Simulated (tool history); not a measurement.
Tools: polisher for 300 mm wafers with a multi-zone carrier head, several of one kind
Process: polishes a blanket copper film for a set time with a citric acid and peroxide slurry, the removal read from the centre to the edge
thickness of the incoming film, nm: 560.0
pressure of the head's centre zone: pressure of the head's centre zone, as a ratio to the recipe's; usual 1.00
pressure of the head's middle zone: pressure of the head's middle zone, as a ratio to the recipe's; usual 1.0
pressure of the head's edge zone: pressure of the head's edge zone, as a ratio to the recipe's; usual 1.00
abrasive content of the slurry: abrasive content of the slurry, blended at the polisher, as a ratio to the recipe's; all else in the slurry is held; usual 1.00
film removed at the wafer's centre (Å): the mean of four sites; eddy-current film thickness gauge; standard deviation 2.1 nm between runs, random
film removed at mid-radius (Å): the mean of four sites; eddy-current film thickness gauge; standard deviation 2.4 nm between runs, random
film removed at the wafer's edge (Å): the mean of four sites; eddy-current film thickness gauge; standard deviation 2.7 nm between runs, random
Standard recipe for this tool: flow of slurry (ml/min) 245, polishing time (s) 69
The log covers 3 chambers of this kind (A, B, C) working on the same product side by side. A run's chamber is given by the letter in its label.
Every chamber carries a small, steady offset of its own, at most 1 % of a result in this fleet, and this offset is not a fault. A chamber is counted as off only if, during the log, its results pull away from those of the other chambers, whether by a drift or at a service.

run	day	flow of slurry (ml/min)	pressure of the head's centre zone	pressure of the head's middle zone	pressure of the head's edge zone	abrasive content of the slurry	polishing time (s)	film removed at the wafer's centre (Å)	film removed at mid-radius (Å)	film removed at the wafer's edge (Å)
1C	0.383	245	1.00	1.0	1.00	1.00	69	1780.9	1757.4	1804.1
# day 0.496: chamber C: worn pad replaced by a new one
2A	0.704	245	1.00	1.0	1.00	1.00	69	1843.2	1848.3	1769.3
3B	1.029	245	1.00	1.0	1.00	1.00	69	1790.2	1828.2	1808.8
4C	1.300	245	1.00	1.0	1.00	1.00	69	1799.1	1800.8	1815.6
5A	1.800	245	1.00	1.0	1.00	1.00	69	1804.7	1835.6	1842.1
6B	2.308	245	1.00	1.1	1.00	1.25	69	1915.2	2062.0	1944.6
7C	2.742	245	1.00	1.1	1.00	1.25	69	1908.9	2033.9	1884.6
# day 2.996: chamber A: worn pad replaced by a new one
8A	3.012	245	1.00	1.1	1.00	1.25	69	1921.4	2073.3	1834.7
9B	3.412	245	1.00	1.0	1.00	1.00	69	1781.7	1825.1	1823.8
# day 3.821: chamber B: slurry nozzle cleaned
# day 3.888: chamber B: worn pad replaced by a new one
10C	3.917	245	1.00	1.0	1.00	1.00	69	1827.3	1765.9	1835.5
11A	4.162	245	1.00	1.0	1.00	1.00	69	1847.7	1838.6	1782.3
12B	4.600	245	1.00	1.0	1.00	1.00	69	1734.0	1814.1	1797.2
13B	5.012	245	1.00	1.0	1.09	1.00	69	1754.8	1805.7	1902.0
14A	5.371	245	1.00	1.0	1.09	1.00	69	1851.4	1823.5	1857.4
15C	5.725	245	1.00	1.0	1.09	1.00	69	1804.4	1740.3	1873.3
16A	6.225	245	1.00	1.0	1.00	1.00	69	1867.2	1810.7	1815.0
# day 6.467: chamber A: edge zone pressure recalibrated
17C	6.588	245	1.00	1.0	1.00	1.00	69	1821.1	1767.4	1841.9
# day 6.750: chamber C: worn pad replaced by a new one
18B	6.812	245	1.00	1.0	1.00	1.00	69	1793.6	1811.7	1805.5
19A	7.242	245	1.00	1.0	1.00	1.00	69	1918.3	1818.6	1815.1
20C	7.688	245	1.00	1.0	1.00	1.00	69	1827.6	1773.8	1829.2
21B	8.117	245	1.00	1.0	1.00	1.00	69	1790.8	1790.2	1853.5
# day 8.296: chamber B: worn pad replaced by a new one
# day 8.492: chamber A: worn pad replaced by a new one
22A	8.562	245	1.00	1.0	1.00	1.00	69	1916.1	1851.9	1819.2
23B	8.929	245	1.00	1.0	1.00	1.00	47	1207.9	1255.6	1228.7
24C	9.279	245	1.00	1.0	1.00	1.00	47	1219.1	1205.2	1228.8
25B	9.738	245	1.00	1.0	1.00	1.00	47	1195.3	1230.4	1245.4
# day 10.138: chamber A: slurry nozzle cleaned
26C	10.221	245	1.00	1.0	1.00	1.00	69	1808.0	1825.6	1815.4
27A	10.612	245	1.00	1.0	1.00	1.00	69	1935.4	1818.7	1833.4
28C	11.129	245	1.00	1.0	1.00	1.00	69	1783.8	1825.3	1822.2
29A	11.533	245	1.00	1.0	1.00	1.00	69	1936.6	1858.8	1808.6
30B	11.979	245	0.95	1.0	1.00	1.00	69	1715.2	1796.4	1776.5
31A	12.292	245	0.95	1.0	1.00	1.00	69	1846.8	1808.3	1783.9
# day 12.338: chamber B: worn pad replaced by a new one
# day 12.550: chamber B: slurry nozzle cleaned
32B	12.808	245	0.95	1.0	1.00	1.00	69	1655.2	1799.5	1823.7

Each of the 3 chambers runs these same settings next. Fill in every chamber's results:
33A	13.179	245	1.00	1.0	1.00	1.00	69	?	?	?
33B	13.179	245	1.00	1.0	1.00	1.00	69	?	?	?
33C	13.179	245	1.00	1.0	1.00	1.00	69	?	?	?

run	film removed at the wafer's centre (Å)	film removed at mid-radius (Å)	film removed at the wafer's edge (Å)
33A	1938.5	1794.3	1817.1
33B	1803.4	1833.2	1842.3
33C	1803.5	1809.2	1802.2

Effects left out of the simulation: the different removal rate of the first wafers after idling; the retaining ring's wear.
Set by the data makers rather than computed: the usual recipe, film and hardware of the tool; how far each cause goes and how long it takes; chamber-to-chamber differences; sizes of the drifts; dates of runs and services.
